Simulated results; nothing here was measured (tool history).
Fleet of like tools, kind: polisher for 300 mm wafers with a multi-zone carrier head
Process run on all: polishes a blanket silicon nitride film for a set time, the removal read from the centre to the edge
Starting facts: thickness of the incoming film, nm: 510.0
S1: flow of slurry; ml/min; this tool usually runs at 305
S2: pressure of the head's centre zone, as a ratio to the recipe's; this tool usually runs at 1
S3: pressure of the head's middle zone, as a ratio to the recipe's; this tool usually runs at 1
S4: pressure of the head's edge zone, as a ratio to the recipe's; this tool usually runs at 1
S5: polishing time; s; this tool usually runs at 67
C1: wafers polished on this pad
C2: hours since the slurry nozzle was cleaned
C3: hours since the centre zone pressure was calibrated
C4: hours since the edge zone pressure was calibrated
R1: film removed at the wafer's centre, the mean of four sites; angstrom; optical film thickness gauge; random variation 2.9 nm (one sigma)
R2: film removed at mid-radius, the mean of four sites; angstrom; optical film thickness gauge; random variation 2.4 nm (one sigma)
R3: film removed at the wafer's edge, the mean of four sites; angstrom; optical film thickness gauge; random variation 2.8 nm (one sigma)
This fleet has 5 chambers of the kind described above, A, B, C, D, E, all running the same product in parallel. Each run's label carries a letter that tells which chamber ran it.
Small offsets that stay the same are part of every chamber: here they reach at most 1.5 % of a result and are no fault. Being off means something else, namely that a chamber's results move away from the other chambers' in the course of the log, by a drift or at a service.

run,hour,S1,S2,S3,S4,S5,C1,C2,C3,C4,R1,R2,R3
# hour 9.4: chamber D: edge zone pressure recalibrated
1E,10.8,305,1,1,1,67,287,493.7,316.7,176.4,2106.8,2064,2045.2
2C,25.6,305,1,1,1,67,803,99.6,158.1,53.4,2070.2,2087.3,2061.5
3A,33.2,305,1,1,1,67,722,380.3,711.2,852.3,2068.1,2077.5,2046.3
4B,40.9,305,1,1,1,67,874,440.1,206.3,1434.5,2110.4,2099.7,2068
5D,52.3,305,1,1,1,67,931,321.2,94.3,43,2102.2,2088.7,2095.5
# hour 52.8: chamber E: worn pad replaced by a new one
# hour 56.1: chamber A: worn pad replaced by a new one
6A,63.9,305,1,1,1,67,48,411,741.9,883,2079.6,2046.3,2029.1
7E,71,270,1,1,1,67,113,553.9,376.9,236.6,2033,2065.6,2017.3
8B,82.8,270,1,1,1,67,1134,482,248.2,1476.4,2078.1,2073.2,2080.2
9D,97.5,270,1,1,1,67,1211,366.4,139.5,88.2,2040.8,2047.2,2073.4
# hour 104.2: chamber D: worn pad replaced by a new one
# hour 104.7: chamber C: worn pad replaced by a new one
10C,108.4,270,1,1,1,67,23,182.4,240.9,136.2,2081.8,2028.3,2075.1
# hour 116.3: chamber B: worn pad replaced by a new one
# hour 117.4: chamber B: slurry nozzle cleaned
11A,118.5,270,1,1,1,67,387,465.6,796.5,937.6,2082.2,2079.9,2080.8
12C,129.7,305,1,1.11,1,76,155,203.7,262.2,157.5,2339.6,2571.2,2342.8
# hour 135.3: chamber E: worn pad replaced by a new one
13E,139.8,305,1,1.11,1,76,28,622.7,445.7,305.4,2431.5,2615,2318.4
# hour 141.2: chamber B: edge zone pressure recalibrated
# hour 144.7: chamber C: slurry nozzle cleaned
14D,149.7,305,1,1.11,1,76,282,418.6,191.7,140.4,2346.2,2626.3,2355
# hour 158: chamber A: edge zone pressure recalibrated
15B,163.5,305,1,1.11,1,76,293,46.2,328.9,22.4,2404.9,2581.2,2376.8
16B,171.9,305,1,1.11,1,76,345,54.6,337.3,30.8,2422.4,2574.7,2381.2
17C,179.3,305,1,1,1,67,462,34.6,311.8,207.1,2052.5,2078.1,2084.4
18A,193.9,305,1,1,1,67,854,541,871.9,36,2032.6,2080.9,2127.2
19E,204.9,305,1,1,1,67,431,687.8,510.8,370.5,2047,2061.2,2040.6
20D,214.8,305,1,1.05,1,67,685,483.7,256.8,205.5,2096,2181.6,2040.4
# hour 220.8: chamber A: worn pad replaced by a new one
21E,229.5,305,1,1.05,1,67,584,712.4,535.4,395.1,2119.5,2170.7,2025.8
# hour 234: chamber E: worn pad replaced by a new one
22C,241.6,305,1,1.05,1,67,848,96.9,374.1,269.4,2152.8,2185.9,2090.4
# hour 253.1: chamber C: centre zone pressure recalibrated
23B,253.6,305,1,1.05,1,67,851,136.3,419,112.5,2137.5,2165.1,2063
24A,264.9,305,1,1.05,1,67,273,612,942.9,107,2113.8,2166.5,2085.1
25D,275.4,305,1,1,1,67,1061,544.3,317.4,266.1,2076.2,2085.6,2095.5
26E,287.4,305,1,1,1,67,331,770.3,593.3,453,2037.4,2042.9,2035.1
27A,295,305,1,1,1,67,460,642.1,973,137.1,2108.6,2069.9,2021.9
28D,307,305,1,1,1,67,1257,575.9,349,297.7,2067.6,2074.7,2110.8
# hour 307.2: chamber E: worn pad replaced by a new one
# hour 314.2: chamber B: worn pad replaced by a new one
29C,321.1,305,1,1.1,0.96,67,1341,176.4,68.1,348.9,2075.4,2251.5,2026.4
30B,329.1,305,1,1.1,0.96,67,92,211.8,494.5,188,2081.1,2233,2060.9
# hour 332.4: chamber A: slurry nozzle cleaned
31D,336,305,1,1.1,0.96,67,1437,604.9,378,326.7,2052.9,2297,2028.7
# hour 342.2: chamber C: worn pad replaced by a new one
32E,347.6,305,1,1.1,0.96,67,251,830.5,653.5,513.2,2131.4,2315,2021.9
# hour 348.7: chamber C: slurry nozzle cleaned
33A,357.7,305,1,1.1,0.96,67,848,25.3,1035.7,199.8,2126.8,2323.4,2024.9
# hour 366.8: chamber A: worn pad replaced by a new one
# hour 366.8: chamber D: worn pad replaced by a new one
34B,371.2,305,1,1,1,67,353,253.9,536.6,230.1,2115.7,2076.9,2088.1
35C,381.8,305,1,1,1,67,246,33.1,128.8,409.6,2093.1,2100,2041.5
# hour 391.7: chamber E: worn pad replaced by a new one
36B,392.7,305,1.06,1,1,67,487,275.4,558.1,251.6,2219.7,2072.8,2037.3
# hour 398.2: chamber E: centre zone pressure recalibrated
37C,399.9,305,1.06,1,1,67,358,51.2,146.9,427.7,2172.3,2047.7,2103.4
# hour 407.9: chamber E: edge zone pressure recalibrated
38A,408.8,305,1.06,1,1,67,260,76.4,1086.8,250.9,2276,2055.7,2127.8
39E,416.1,305,1.06,1,1,67,151,899,17.9,8.3,2245.9,2146.7,2102.2
40D,430,305,1.06,1,1,67,392,698.9,472,420.7,2203.5,2052.1,2075.4

Is one chamber off against the others, does the gauge drift, or is nothing wrong? If a chamber is off, say which, and what the likeliest cause is.

All chambers stay in line apart from their small fixed offsets, and the gauge does not drift.

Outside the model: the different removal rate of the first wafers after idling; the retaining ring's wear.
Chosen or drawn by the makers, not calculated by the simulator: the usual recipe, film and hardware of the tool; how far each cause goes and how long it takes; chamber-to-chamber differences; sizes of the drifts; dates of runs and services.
